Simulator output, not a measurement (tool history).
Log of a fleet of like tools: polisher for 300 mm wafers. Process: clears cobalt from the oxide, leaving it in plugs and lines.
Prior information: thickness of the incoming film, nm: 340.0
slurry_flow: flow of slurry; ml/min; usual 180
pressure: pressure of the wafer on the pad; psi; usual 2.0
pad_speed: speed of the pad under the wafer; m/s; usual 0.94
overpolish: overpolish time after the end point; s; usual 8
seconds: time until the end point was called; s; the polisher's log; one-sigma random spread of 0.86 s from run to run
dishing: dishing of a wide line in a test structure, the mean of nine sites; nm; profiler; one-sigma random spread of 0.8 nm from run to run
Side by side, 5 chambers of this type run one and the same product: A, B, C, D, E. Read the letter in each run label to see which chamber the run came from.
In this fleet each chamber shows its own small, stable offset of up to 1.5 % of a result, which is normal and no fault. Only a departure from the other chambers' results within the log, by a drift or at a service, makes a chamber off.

run,hour,slurry_flow,pressure,pad_speed,overpolish,wafers polished on this pad,hours since the slurry nozzle was cleaned,hours since the head pressure was calibrated,seconds,dishing
# hour 2.8: chamber D: worn pad replaced by a new one
# hour 4.9: chamber D: head pressure recalibrated
1A,8.5,180,2.0,0.94,8,440,208.3,776.3,59.205,33.470
2D,15.4,180,2.0,0.94,8,125,134.6,10.6,60.401,33.757
3E,28.8,180,2.0,0.94,8,501,54.9,679.9,59.842,33.028
4B,35.9,180,2.0,0.94,8,628,183.0,404.9,57.959,33.311
# hour 40.4: chamber A: worn pad replaced by a new one
# hour 42.9: chamber E: worn pad replaced by a new one
# hour 47.5: chamber C: worn pad replaced by a new one
5C,48.4,180,2.0,0.94,8,9,188.6,1028.1,58.360,32.385
6A,54.8,180,2.0,0.94,8,144,254.6,822.6,59.983,34.393
7E,62.6,180,2.0,0.94,8,196,88.7,713.7,58.829,34.510
8B,71.2,180,2.0,0.94,8,980,218.3,440.2,59.473,34.006
# hour 81.7: chamber B: slurry nozzle cleaned
9D,83.3,180,2.0,0.94,8,801,202.5,78.5,58.304,33.774
10C,89.1,180,2.0,0.94,8,415,229.3,1068.8,58.222,32.306
# hour 101.4: chamber B: worn pad replaced by a new one
11C,101.4,180,2.0,0.94,8,537,241.6,1081.1,58.739,32.658
12A,111.8,125,2.0,0.78,8,711,311.6,879.6,75.730,27.145
# hour 113.1: chamber E: worn pad replaced by a new one
# hour 113.2: chamber C: worn pad replaced by a new one
# hour 117.7: chamber A: worn pad replaced by a new one
13E,119.6,125,2.0,0.78,8,65,145.7,770.7,75.839,27.531
14B,131.6,125,2.0,0.78,8,301,50.0,500.6,77.866,26.502
15D,143.2,125,2.0,0.78,8,1398,262.4,138.4,76.650,28.093
# hour 144.3: chamber D: worn pad replaced by a new one
16B,149.9,125,2.0,0.78,8,483,68.3,518.9,76.047,28.097
17C,161.7,180,2.0,0.94,8,483,301.9,1141.4,58.987,33.291
18A,174.8,180,2.0,0.94,8,568,374.6,942.6,58.587,33.514
# hour 175.9: chamber A: head pressure recalibrated
# hour 177.6: chamber E: worn pad replaced by a new one
# hour 179.6: chamber C: worn pad replaced by a new one
19E,184.9,205,2.0,0.94,8,73,211.0,836.0,58.722,31.473
# hour 196.1: chamber A: worn pad replaced by a new one
20D,197.9,205,2.0,0.94,8,534,317.1,193.1,58.244,32.363
# hour 201.7: chamber C: head pressure recalibrated
21A,210.2,205,2.0,0.94,8,140,410.0,34.4,57.527,33.356
22E,222.2,205,2.0,0.94,8,444,248.3,873.3,58.005,32.109
23D,233.0,205,2.0,0.94,8,884,352.2,228.2,57.990,32.942
# hour 235.0: chamber C: worn pad replaced by a new one
# hour 237.2: chamber E: worn pad replaced by a new one
# hour 238.7: chamber B: worn pad replaced by a new one
24B,244.9,180,2.0,0.94,8,62,163.3,613.9,60.947,33.519
25C,250.7,180,2.0,0.94,8,156,390.9,49.0,52.835,34.933
26D,261.6,180,2.0,0.94,8,1169,380.8,256.8,58.662,32.653
# hour 263.2: chamber A: slurry nozzle cleaned
# hour 263.3: chamber E: head pressure recalibrated
# hour 271.7: chamber B: head pressure recalibrated
27C,272.2,180,2.0,0.94,8,370,412.4,70.5,52.876,34.777
# hour 278.8: chamber D: worn pad replaced by a new one
28A,279.5,180,2.0,0.94,8,831,16.3,103.7,58.932,33.621
29B,288.4,180,2.0,0.94,8,495,206.8,16.8,60.081,32.844
30E,299.8,180,2.0,0.94,8,624,325.9,36.5,58.594,32.967
31D,312.3,180,2.4,0.94,8,334,431.5,307.5,49.304,37.774

Predict what each chamber gives when all 5 of them run the settings below next.
32A,322.0,180,2.0,0.94,8,,,,?,?
32B,322.0,180,2.0,0.94,8,,,,?,?
32C,322.0,180,2.0,0.94,8,,,,?,?
32D,322.0,180,2.0,0.94,8,,,,?,?
32E,322.0,180,2.0,0.94,8,,,,?,?

run,seconds,dishing
32A,59.200,32.841
32B,58.423,33.358
32C,54.620,34.946
32D,58.095,33.796
32E,59.392,32.458
